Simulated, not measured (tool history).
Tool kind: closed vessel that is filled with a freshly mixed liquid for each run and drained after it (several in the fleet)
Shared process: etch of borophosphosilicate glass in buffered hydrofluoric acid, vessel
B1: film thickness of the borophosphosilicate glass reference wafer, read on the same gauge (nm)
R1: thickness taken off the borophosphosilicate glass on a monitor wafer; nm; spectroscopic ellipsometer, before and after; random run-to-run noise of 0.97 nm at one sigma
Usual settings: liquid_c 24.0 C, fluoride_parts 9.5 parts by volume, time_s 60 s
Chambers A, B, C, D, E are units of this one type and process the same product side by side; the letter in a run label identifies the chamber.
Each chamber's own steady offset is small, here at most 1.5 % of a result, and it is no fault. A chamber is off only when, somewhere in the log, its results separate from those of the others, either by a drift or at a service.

{"run": "1E", "day": 0.404, "liquid_c": 24.0, "fluoride_parts": 9.5, "time_s": 60, "B1": 30.005, "R1": 144.84}
{"run": "2B", "day": 0.692, "liquid_c": 24.0, "fluoride_parts": 9.5, "time_s": 60, "B1": 29.969, "R1": 142.79}
{"run": "3A", "day": 1.075, "liquid_c": 24.0, "fluoride_parts": 9.5, "time_s": 60, "B1": 29.998, "R1": 143.34}
{"run": "4C", "day": 1.479, "liquid_c": 24.0, "fluoride_parts": 9.5, "time_s": 60, "B1": 30.012, "R1": 143.4}
{"run": "5D", "day": 1.946, "liquid_c": 24.0, "fluoride_parts": 9.5, "time_s": 60, "B1": 29.985, "R1": 142.39}
{"run": "6C", "day": 2.558, "liquid_c": 24.0, "fluoride_parts": 9.5, "time_s": 60, "B1": 29.964, "R1": 141.42}
{"run": "7D", "day": 2.9, "liquid_c": 24.0, "fluoride_parts": 9.5, "time_s": 60, "B1": 30.009, "R1": 143.18}
{"run": "8B", "day": 3.433, "liquid_c": 24.0, "fluoride_parts": 9.5, "time_s": 60, "B1": 29.996, "R1": 141.28}
{"run": "9A", "day": 3.767, "liquid_c": 24.0, "fluoride_parts": 9.5, "time_s": 60, "B1": 30.008, "R1": 145.3}
{"run": "10E", "day": 4.367, "liquid_c": 24.0, "fluoride_parts": 9.5, "time_s": 60, "B1": 29.98, "R1": 138.89}
{"run": "11E", "day": 4.912, "liquid_c": 24.0, "fluoride_parts": 9.5, "time_s": 60, "B1": 30.004, "R1": 138.83}
{"run": "12A", "day": 5.412, "liquid_c": 24.0, "fluoride_parts": 9.5, "time_s": 60, "B1": 29.975, "R1": 142.74}
{"run": "13B", "day": 5.912, "liquid_c": 24.0, "fluoride_parts": 9.5, "time_s": 60, "B1": 29.981, "R1": 143.18}
{"run": "14C", "day": 6.504, "liquid_c": 24.0, "fluoride_parts": 9.5, "time_s": 60, "B1": 29.975, "R1": 140.33}
{"run": "15D", "day": 6.954, "liquid_c": 24.0, "fluoride_parts": 9.5, "time_s": 60, "B1": 30.04, "R1": 143.68}
{"day": 7.142, "done": "chamber C: thermometer replaced"}
{"run": "16D", "day": 7.288, "liquid_c": 24.0, "fluoride_parts": 9.5, "time_s": 30, "B1": 30.005, "R1": 72.045}
{"run": "17B", "day": 7.558, "liquid_c": 24.0, "fluoride_parts": 9.5, "time_s": 30, "B1": 30.014, "R1": 70.801}
{"run": "18E", "day": 8.092, "liquid_c": 24.0, "fluoride_parts": 9.5, "time_s": 30, "B1": 30.012, "R1": 67.847}
{"run": "19C", "day": 8.479, "liquid_c": 24.0, "fluoride_parts": 9.5, "time_s": 30, "B1": 30.03, "R1": 70.635}
{"run": "20A", "day": 8.808, "liquid_c": 24.0, "fluoride_parts": 9.5, "time_s": 30, "B1": 30.0, "R1": 70.857}
{"run": "21C", "day": 9.396, "liquid_c": 25.5, "fluoride_parts": 9.5, "time_s": 85, "B1": 30.016, "R1": 219.13}
{"run": "22D", "day": 9.733, "liquid_c": 25.5, "fluoride_parts": 9.5, "time_s": 85, "B1": 30.005, "R1": 223.73}
{"run": "23E", "day": 10.233, "liquid_c": 25.5, "fluoride_parts": 9.5, "time_s": 85, "B1": 30.024, "R1": 203.36}
{"run": "24B", "day": 10.55, "liquid_c": 25.5, "fluoride_parts": 9.5, "time_s": 85, "B1": 30.044, "R1": 216.98}
{"run": "25A", "day": 10.817, "liquid_c": 25.5, "fluoride_parts": 9.5, "time_s": 85, "B1": 29.99, "R1": 219.93}
{"run": "26D", "day": 11.417, "liquid_c": 24.0, "fluoride_parts": 9.5, "time_s": 60, "B1": 30.007, "R1": 145.49}
{"run": "27A", "day": 11.908, "liquid_c": 24.0, "fluoride_parts": 9.5, "time_s": 60, "B1": 30.021, "R1": 141.28}
{"day": 12.312, "done": "chamber B: thermometer replaced"}
{"run": "28E", "day": 12.354, "liquid_c": 24.0, "fluoride_parts": 9.5, "time_s": 60, "B1": 29.972, "R1": 133.09}
{"run": "29C", "day": 12.9, "liquid_c": 28.0, "fluoride_parts": 9.5, "time_s": 60, "B1": 30.038, "R1": 177.54}
{"run": "30B", "day": 13.367, "liquid_c": 28.0, "fluoride_parts": 9.5, "time_s": 60, "B1": 29.97, "R1": 175.7}
{"run": "31C", "day": 13.742, "liquid_c": 28.0, "fluoride_parts": 9.5, "time_s": 60, "B1": 29.993, "R1": 175.42}
{"run": "32D", "day": 14.225, "liquid_c": 28.0, "fluoride_parts": 9.5, "time_s": 60, "B1": 30.011, "R1": 178.35}
{"run": "33A", "day": 14.538, "liquid_c": 28.0, "fluoride_parts": 9.5, "time_s": 60, "B1": 30.02, "R1": 174.93}

What goes on in this fleet: one chamber off, a drifting gauge, or nothing beyond the chambers' own small offsets? Name the chamber and the cause, if any.

One chamber, E, drifts off from the rest bit by bit.
What lies behind it: liquid colder than its thermometer reads (K) = 1.81.
The log may not tell that from: hydrofluoric acid flow below the setpoint (%).

Which of the 4 candidates below, each the usual settings with something changed and its results left as question marks, puts chamber E back in line with what the other chambers give on the usual settings?
In line means no further than this from the other chambers' mean on the usual settings: R1 3.400 nm
{"run": "34E-1", "day": 14.975, "liquid_c": 26.0, "fluoride_parts": 9.5, "time_s": 60, "R1": "?"}
{"run": "34E-2", "day": 14.975, "liquid_c": 22.0, "fluoride_parts": 9.5, "time_s": 60, "R1": "?"}
{"run": "34E-3", "day": 14.975, "liquid_c": 25.0, "fluoride_parts": 9.5, "time_s": 60, "R1": "?"}
{"run": "34E-4", "day": 14.975, "liquid_c": 23.0, "fluoride_parts": 9.5, "time_s": 60, "R1": "?"}

What the other chambers average on the usual settings: R1 142.910 nm
run=34E-1 R1=144.030
run=34E-2 R1=116.080
run=34E-3 R1=136.540
run=34E-4 R1=122.570
With 34E-1, the chamber falls back in line with the rest.
